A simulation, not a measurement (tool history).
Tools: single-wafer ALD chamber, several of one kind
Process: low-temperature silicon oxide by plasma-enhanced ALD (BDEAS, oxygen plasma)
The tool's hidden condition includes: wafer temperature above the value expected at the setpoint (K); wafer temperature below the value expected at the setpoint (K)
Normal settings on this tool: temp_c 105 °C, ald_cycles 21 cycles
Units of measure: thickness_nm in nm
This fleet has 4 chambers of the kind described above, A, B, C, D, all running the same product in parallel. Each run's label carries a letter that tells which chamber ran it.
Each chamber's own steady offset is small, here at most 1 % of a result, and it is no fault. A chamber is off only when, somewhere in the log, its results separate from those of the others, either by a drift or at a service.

run   hour  temp_c  ald_cycles  hours since the last thermocouple change  read-back reference wafer on the same gauge, thickness_nm  thickness_nm
 1C     12     105          21                                      1769                                                     3.2488        2.9825
 2B   20.2     105          21                                     266.3                                                     3.2482        2.9605
 3A   29.3     105          21                                      1757                                                     3.2516        2.9655
 4D   41.9     105          21                                    1840.9                                                      3.249        2.9655
 5A     49     105          21                                    1776.7                                                     3.2488        2.9849
 6D   60.8     105          23                                    1859.8                                                     3.2491        3.2304
 7B     68     105          23                                     314.1                                                     3.2461        3.2425
 8C   80.6     105          23                                    1837.6                                                     3.2475        3.2719
 9C   90.1     105          23                                    1847.1                                                     3.2494        3.2921
10B   99.6     105          25                                     345.7                                                     3.2526        3.5316
11D  111.2     105          25                                    1910.2                                                     3.2515        3.5476
12A  123.2     105          25                                    1850.9                                                     3.2543         3.544
13B  135.7     105          25                                     381.8                                                     3.2534        3.5166
14A  143.5     105          21                                    1871.2                                                     3.2498        2.9626
15C  149.3     105          21                                    1906.3                                                     3.2511        2.9997
16D  159.8     105          21                                    1958.8                                                     3.2504        2.9384
17B    171     105          21                                     417.1                                                     3.2472        2.9609
18C  182.7     105          21                                    1939.7                                                       3.25        3.0082
19D  190.8     105          25                                    1989.8                                                     3.2529        3.5233
20A  198.2     105          25                                    1925.9                                                     3.2488        3.5349
21D  209.4     105          25                                    2008.4                                                     3.2463         3.519
22B  218.5     105          25                                     464.6                                                     3.2525        3.5439
23C  228.8     105          21                                    1985.8                                                     3.2478         3.004
24A  239.3     105          21                                      1967                                                     3.2486        2.9634
25C  248.7     105          21                                    2005.7                                                     3.2517        2.9893
26A  257.7     105          21                                    1985.4                                                     3.2454        2.9617
27B  263.5     105          21                                     509.6                                                     3.2473        2.9388
28D  269.5     105          21                                    2068.5                                                      3.252        2.9797

Has any chamber moved away from the others, gradually or after a service, or does the common gauge drift, or do the chambers differ only by their own small steady offsets? State the chamber and the most likely cause if one applies.

No chamber is off and the gauge is stable; the differences are just each chamber's small, constant offset.
